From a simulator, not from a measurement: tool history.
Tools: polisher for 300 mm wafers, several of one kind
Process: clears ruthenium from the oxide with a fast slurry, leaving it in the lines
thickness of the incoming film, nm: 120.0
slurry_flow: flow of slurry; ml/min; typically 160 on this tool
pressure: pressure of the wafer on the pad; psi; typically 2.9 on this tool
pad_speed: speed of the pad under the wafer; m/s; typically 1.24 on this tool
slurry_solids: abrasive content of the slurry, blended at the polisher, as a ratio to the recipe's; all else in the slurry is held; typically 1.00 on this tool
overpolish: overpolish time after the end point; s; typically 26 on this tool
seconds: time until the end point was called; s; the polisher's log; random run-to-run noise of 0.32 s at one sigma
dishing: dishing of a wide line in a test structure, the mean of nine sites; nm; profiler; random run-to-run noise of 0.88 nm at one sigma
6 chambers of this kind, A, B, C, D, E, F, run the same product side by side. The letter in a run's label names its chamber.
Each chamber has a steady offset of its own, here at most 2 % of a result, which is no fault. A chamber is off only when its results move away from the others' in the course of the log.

run   hour  slurry_flow  pressure  pad_speed  slurry_solids  overpolish  wafers polished on this pad  hours since the slurry nozzle was cleaned  hours since the head pressure was calibrated  hours since the slurry blender was calibrated  seconds  dishing
       1.2  -- chamber A: head pressure recalibrated
 1F    5.2          160       2.9       1.24           1.00          26                          691                                      340.3                                         470.6                                            8.3   27.322   59.623
 2A    8.7          160       2.9       1.24           1.00          26                          549                                      202.7                                           7.6                                          293.8   26.163   61.238
       9.8  -- chamber B: worn pad replaced by a new one
 3E   12.9          160       2.9       1.24           1.00          26                          904                                      663.8                                         938.0                                           65.4   27.087   59.771
 4C   15.9          160       2.9       1.24           1.00          26                         1188                                       50.9                                         567.2                                           50.6   26.409   60.019
 5D   19.6          160       2.9       1.24           1.00          26                          326                                      124.1                                         522.0                                          241.4   26.253   59.236
      22.6  -- chamber E: slurry nozzle cleaned
      24.6  -- chamber C: worn pad replaced by a new one
 6B   25.4          160       2.9       1.24           1.00          26                          115                                       83.0                                         168.3                                           89.4   26.330   59.999
 7B   29.1          160       2.9       1.24           1.00          26                          142                                       86.7                                         172.0                                           93.1   26.444   59.625
 8C   32.7          160       2.9       1.24           1.00          26                           60                                       67.7                                         584.0                                           67.4   27.061   58.838
 9E   35.5          160       2.9       1.24           1.00          26                         1071                                       13.0                                         960.6                                           88.0   26.736   57.981
10F   39.7          160       2.9       1.24           1.00          26                          945                                      374.8                                         505.1                                           42.8   26.691   58.627
      40.0  -- chamber D: worn pad replaced by a new one
11D   44.4          160       2.9       1.24           1.00          26                           32                                      148.9                                         546.8                                          266.2   26.892   60.377
      44.8  -- chamber A: slurry nozzle cleaned
      50.5  -- chamber F: worn pad replaced by a new one
12A   50.5          180       2.9       1.24           1.00          26                          857                                        5.8                                          49.4                                          335.6   26.020   61.053
13B   54.1          180       2.9       1.24           1.00          26                          327                                      111.7                                         197.0                                          118.1   26.501   60.609
      58.0  -- chamber D: slurry blender recalibrated
14C   59.0          180       2.9       1.24           1.00          26                          254                                       94.0                                         610.3                                           93.7   26.526   59.120
15F   64.1          180       2.9       1.24           1.00          26                          100                                      399.2                                         529.5                                           67.2   26.205   59.340
16E   68.4          180       2.9       1.24           1.00          26                         1314                                       45.9                                         993.5                                          120.9   26.485   60.870
17D   72.0          180       2.9       1.24           1.00          26                          236                                      176.5                                         574.4                                           14.1   26.688   61.185
18A   77.1          160       2.9       1.24           1.00          26                         1053                                       32.4                                          76.0                                          362.2   26.661   59.614
19D   82.5          160       2.9       1.24           1.00          26                          313                                      187.0                                         584.9                                           24.6   26.221   61.475
20E   88.5          160       2.9       1.24           1.00          26                         1462                                       66.0                                        1013.6                                          141.0   26.900   59.945
      92.1  -- chamber B: worn pad replaced by a new one
21F   92.6          160       2.9       1.24           1.00          26                          310                                      427.7                                         558.0                                           95.7   27.158   60.622
22A   96.9          160       2.9       1.24           1.00          26                         1199                                       52.2                                          95.8                                          382.0   26.486   59.884
      98.7  -- chamber E: worn pad replaced by a new one
     102.0  -- chamber A: worn pad replaced by a new one
23B  102.9          160       2.9       1.24           1.00          26                           79                                      160.5                                         245.8                                          166.9   26.211   60.568
     106.8  -- chamber E: slurry blender recalibrated
24C  108.3          160       2.9       1.24           1.00          26                          617                                      143.3                                         659.6                                          143.0   27.029   57.738
25D  112.3          160       2.9       1.24           1.00          26                          533                                      216.8                                         614.7                                           54.4   26.513   60.849
     116.1  -- chamber D: worn pad replaced by a new one
26B  117.0          160       2.9       1.24           1.00          26                          183                                      174.6                                         259.9                                          181.0   26.437   59.944
     117.9  -- chamber C: slurry blender recalibrated
27A  120.9          160       2.9       1.24           1.25          35                          139                                       76.2                                         119.8                                          406.0   24.680   70.148
28E  125.7          160       2.9       1.24           1.25          35                          199                                      103.2                                        1050.8                                           19.0   25.005   71.232
29C  132.0          160       2.9       1.24           1.25          35                          792                                      167.0                                         683.3                                           14.2   24.712   69.816
     134.9  -- chamber B: slurry blender recalibrated
30F  137.6          160       2.9       1.24           1.25          35                          642                                      472.7                                         603.0                                          140.7   24.524   69.990
31E  142.3          160       2.9       1.24           1.25          35                          321                                      119.8                                        1067.4                                           35.6   24.244   70.335
32A  148.1          160       2.9       1.24           1.25          35                          340                                      103.4                                         147.0                                          433.2   24.163   69.887
33C  154.0          160       2.9       1.24           1.00          26                          954                                      189.0                                         705.3                                           36.2   26.493   59.388
34D  159.3          160       2.9       1.24           1.00          26                          318                                      263.8                                         661.7                                          101.4   26.483   59.935
     162.9  -- chamber F: slurry blender recalibrated
35B  164.9          160       2.9       1.24           1.00          26                          536                                      222.5                                         307.8                                           30.0   26.691   60.668
36F  169.5          160       2.9       1.24           1.00          26                          877                                      504.6                                         634.9                                            6.7   26.711   60.010
     175.1  -- chamber F: worn pad replaced by a new one
37C  175.2          160       2.9       1.24           1.00          26                         1111                                      210.2                                         726.5                                           57.4   26.995   59.195
38A  180.7          160       2.9       1.24           1.00          26                          580                                      136.0                                         179.6                                          465.8   27.236   61.840
     182.4  -- chamber D: worn pad replaced by a new one
39D  183.4          160       2.9       1.24           1.00          26                            7                                      287.9                                         685.8                                          125.5   26.259   59.590
40F  188.6          160       2.9       1.24           1.00          26                           99                                      523.7                                         654.0                                           25.8   26.597   57.705
41E  192.2          160       2.9       1.50           1.00          35                          689                                      169.7                                        1117.3                                           85.5   22.485   71.749

Is one chamber out of step, is the gauge drifting, or do the chambers differ by no more than their own small offsets? For an off chamber, give its letter and the likeliest cause.

Nothing is wrong: each chamber keeps only its own small, steady offset and the gauge holds still.
